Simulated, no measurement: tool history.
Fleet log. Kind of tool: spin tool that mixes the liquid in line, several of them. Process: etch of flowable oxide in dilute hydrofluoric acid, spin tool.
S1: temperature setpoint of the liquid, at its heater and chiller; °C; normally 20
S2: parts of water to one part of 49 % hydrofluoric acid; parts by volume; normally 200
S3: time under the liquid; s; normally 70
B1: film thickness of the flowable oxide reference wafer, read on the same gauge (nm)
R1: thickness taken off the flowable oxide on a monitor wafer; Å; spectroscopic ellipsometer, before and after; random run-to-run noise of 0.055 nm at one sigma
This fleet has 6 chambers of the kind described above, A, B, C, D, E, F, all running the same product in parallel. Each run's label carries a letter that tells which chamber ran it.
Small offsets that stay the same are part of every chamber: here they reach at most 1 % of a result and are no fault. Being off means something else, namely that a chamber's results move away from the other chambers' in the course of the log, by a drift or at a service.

| run | hour | S1 | S2 | S3 | B1 | R1 |
|---|---|---|---|---|---|---|
| 1C | 7.6 | 20 | 200 | 70 | 70.032 | 84.417 |
| 2F | 15 | 20 | 200 | 70 | 70.004 | 82.55 |
| 3E | 22.9 | 20 | 200 | 70 | 70.009 | 81.89 |
| 4B | 32.4 | 20 | 200 | 70 | 69.975 | 83.753 |
| 5A | 42.2 | 20 | 200 | 70 | 70.026 | 83.094 |
| 6D | 49.8 | 20 | 200 | 70 | 70 | 83.345 |
| 7D | 54.4 | 20 | 200 | 70 | 69.981 | 83.532 |
| 8E | 63.4 | 20 | 200 | 70 | 70.018 | 81.981 |
| 9C | 70.7 | 20 | 200 | 70 | 70.022 | 83.445 |
| 10F | 81 | 20 | 200 | 70 | 70.026 | 83.884 |
|  | 83.8 | chamber F: hydrofluoric acid flow meter replaced |
| 11B | 86.8 | 20 | 200 | 70 | 69.964 | 82.263 |
| 12A | 91.8 | 20 | 200 | 70 | 69.992 | 83.581 |
| 13A | 102.1 | 20 | 200 | 70 | 69.994 | 82.81 |
| 14E | 112.3 | 20 | 200 | 70 | 70.014 | 81.502 |
| 15F | 117.9 | 20 | 200 | 70 | 70.018 | 83.136 |
| 16C | 123.7 | 20 | 120 | 70 | 69.995 | 150.84 |
| 17B | 131 | 20 | 120 | 70 | 69.994 | 149.01 |
|  | 135.9 | chamber A: hydrofluoric acid flow meter replaced |
| 18D | 138.5 | 20 | 120 | 70 | 69.979 | 151.58 |
| 19C | 146.3 | 20 | 120 | 70 | 70.004 | 151.74 |
| 20A | 151.7 | 20 | 120 | 70 | 70.019 | 151.76 |
| 21E | 159.7 | 20 | 120 | 70 | 69.993 | 149.07 |
| 22B | 167.9 | 20 | 270 | 35 | 70.005 | 28.74 |
| 23D | 173.5 | 20 | 270 | 35 | 69.976 | 28.829 |
| 24F | 180.4 | 20 | 270 | 35 | 69.995 | 28.411 |
| 25F | 189.9 | 20 | 270 | 35 | 69.982 | 28.703 |
| 26D | 196.2 | 20 | 270 | 35 | 70.007 | 28.895 |
| 27C | 203.1 | 20 | 270 | 35 | 69.992 | 28.59 |
| 28A | 209.8 | 20 | 160 | 70 | 70 | 108.17 |
| 29B | 217.2 | 20 | 160 | 70 | 69.954 | 107.48 |
|  | 218.7 | chamber B: hydrofluoric acid flow meter replaced |
| 30E | 227.5 | 20 | 160 | 70 | 69.979 | 108.23 |
| 31A | 234.2 | 20 | 160 | 70 | 69.979 | 106.54 |
| 32C | 243.7 | 20 | 160 | 70 | 69.961 | 109.59 |
|  | 248.7 | chamber F: thermometer replaced |
| 33D | 252 | 20 | 160 | 70 | 70.007 | 109.19 |
| 34E | 257.9 | 20 | 200 | 70 | 70.033 | 80.988 |
| 35B | 262.8 | 20 | 200 | 70 | 70.015 | 81.764 |
|  | 263.5 | chamber E: thermometer replaced |
| 36F | 270.4 | 20 | 200 | 70 | 69.991 | 82.908 |
| 37E | 275.2 | 20 | 200 | 70 | 70.043 | 81.308 |
| 38F | 281.5 | 20 | 200 | 70 | 70.038 | 83.197 |
| 39B | 286.1 | 20 | 200 | 70 | 69.973 | 83.784 |
| 40D | 292.8 | 20 | 200 | 70 | 69.992 | 83.817 |

Is one chamber off against the others, does the gauge drift, or is nothing wrong? If a chamber is off, say which, and what the likeliest cause is.

Nothing is wrong: each chamber keeps only its own small, steady offset and the gauge holds still.
